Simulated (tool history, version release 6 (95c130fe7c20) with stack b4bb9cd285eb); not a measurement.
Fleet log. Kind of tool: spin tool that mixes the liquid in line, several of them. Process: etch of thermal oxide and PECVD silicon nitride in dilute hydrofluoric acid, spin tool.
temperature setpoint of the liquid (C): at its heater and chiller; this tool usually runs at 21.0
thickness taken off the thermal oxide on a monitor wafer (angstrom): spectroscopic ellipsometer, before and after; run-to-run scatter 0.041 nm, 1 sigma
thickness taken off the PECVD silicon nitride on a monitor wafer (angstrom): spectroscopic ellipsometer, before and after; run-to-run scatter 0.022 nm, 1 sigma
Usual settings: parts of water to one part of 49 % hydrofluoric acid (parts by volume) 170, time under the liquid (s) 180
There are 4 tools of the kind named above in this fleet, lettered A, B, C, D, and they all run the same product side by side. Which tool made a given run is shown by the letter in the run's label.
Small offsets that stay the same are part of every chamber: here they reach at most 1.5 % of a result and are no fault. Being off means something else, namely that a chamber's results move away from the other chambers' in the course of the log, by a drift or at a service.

run,day,temperature setpoint of the liquid (C),parts of water to one part of 49 % hydrofluoric acid (parts by volume),time under the liquid (s),"read-back film thickness of the thermal oxide reference wafer, read on the same gauge (nm)","read-back film thickness of the PECVD silicon nitride reference wafer, read on the same gauge (nm)",thickness taken off the thermal oxide on a monitor wafer (angstrom),thickness taken off the PECVD silicon nitride on a monitor wafer (angstrom)
1D,0.462,21.0,170,180,129.99,110.00,40.474,21.974
2C,0.688,21.0,170,180,130.00,109.99,40.741,22.333
3A,1.096,21.0,170,180,130.02,110.00,40.482,22.081
4B,1.412,21.0,170,180,130.01,109.99,41.238,21.672
5B,1.875,21.0,170,180,130.00,109.98,41.733,22.008
6D,2.104,21.0,170,180,129.98,110.02,41.196,22.066
7A,2.358,21.0,110,180,130.00,110.00,66.969,33.349
8C,2.721,21.0,110,180,130.01,110.01,65.941,33.474
9B,2.958,21.0,110,180,130.02,110.01,66.535,33.290
10D,3.188,21.0,110,180,129.98,110.00,68.053,33.168
11A,3.488,21.0,170,180,129.97,110.00,41.161,22.021
12C,3.788,21.0,170,180,129.98,110.01,40.338,21.936
13B,4.204,21.0,205,180,130.00,109.99,32.112,18.757
14A,4.533,21.0,205,180,130.01,109.99,33.410,18.779
15C,4.833,21.0,205,180,129.97,109.98,32.420,18.494
16D,5.304,21.0,205,180,129.98,110.00,32.618,18.306
17D,5.621,18.5,170,105,130.02,110.01,21.811,10.752
18C,5.992,18.5,170,105,130.00,110.02,21.407,10.860
# day 6.204: chamber A: hydrofluoric acid flow meter replaced
19A,6.254,18.5,170,105,130.00,109.98,22.035,11.421
20B,6.696,18.5,170,105,130.00,110.02,21.518,11.008
21C,7.029,21.0,170,180,130.01,109.99,40.747,22.043
22B,7.300,21.0,125,180,130.00,109.97,58.787,29.705
23A,7.767,21.0,125,180,130.03,110.01,60.332,32.439
24D,8.054,21.0,125,180,130.01,110.01,58.468,29.912
25C,8.400,21.0,125,180,130.03,110.02,57.933,30.046

Which is it: a chamber that has drifted or been left off by a service, a gauge drift common to all chambers, or only each chamber's usual small offset? If a chamber is off, name it and its likeliest cause.

It is chamber A that slowly wanders off from its peers.
Likeliest cause: liquid hotter than its thermometer reads (K) = 1.42.

Here are 4 candidates for chamber A's next run, each the usual settings with a change, their results left as question marks. Which one brings its results back in line with what the others give on the usual settings?
Maximum distance from the other chambers' mean on the usual settings for a result to count as in line: thickness taken off the thermal oxide on a monitor wafer (angstrom) 1.400; thickness taken off the PECVD silicon nitride on a monitor wafer (angstrom) 0.760
26A-1,8.742,19.5,160,170,,,?,?
26A-2,8.742,23.5,185,200,,,?,?
26A-3,8.742,18.5,155,160,,,?,?
26A-4,8.742,22.5,180,190,,,?,?

What the other chambers average on the usual settings: thickness taken off the thermal oxide on a monitor wafer (angstrom) 40.762; thickness taken off the PECVD silicon nitride on a monitor wafer (angstrom) 22.049
run,thickness taken off the thermal oxide on a monitor wafer (angstrom),thickness taken off the PECVD silicon nitride on a monitor wafer (angstrom)
26A-1,41.364,21.977
26A-2,47.858,29.110
26A-3,38.798,19.942
26A-4,45.234,26.643
It is 26A-1 that realigns the chamber with its peers.
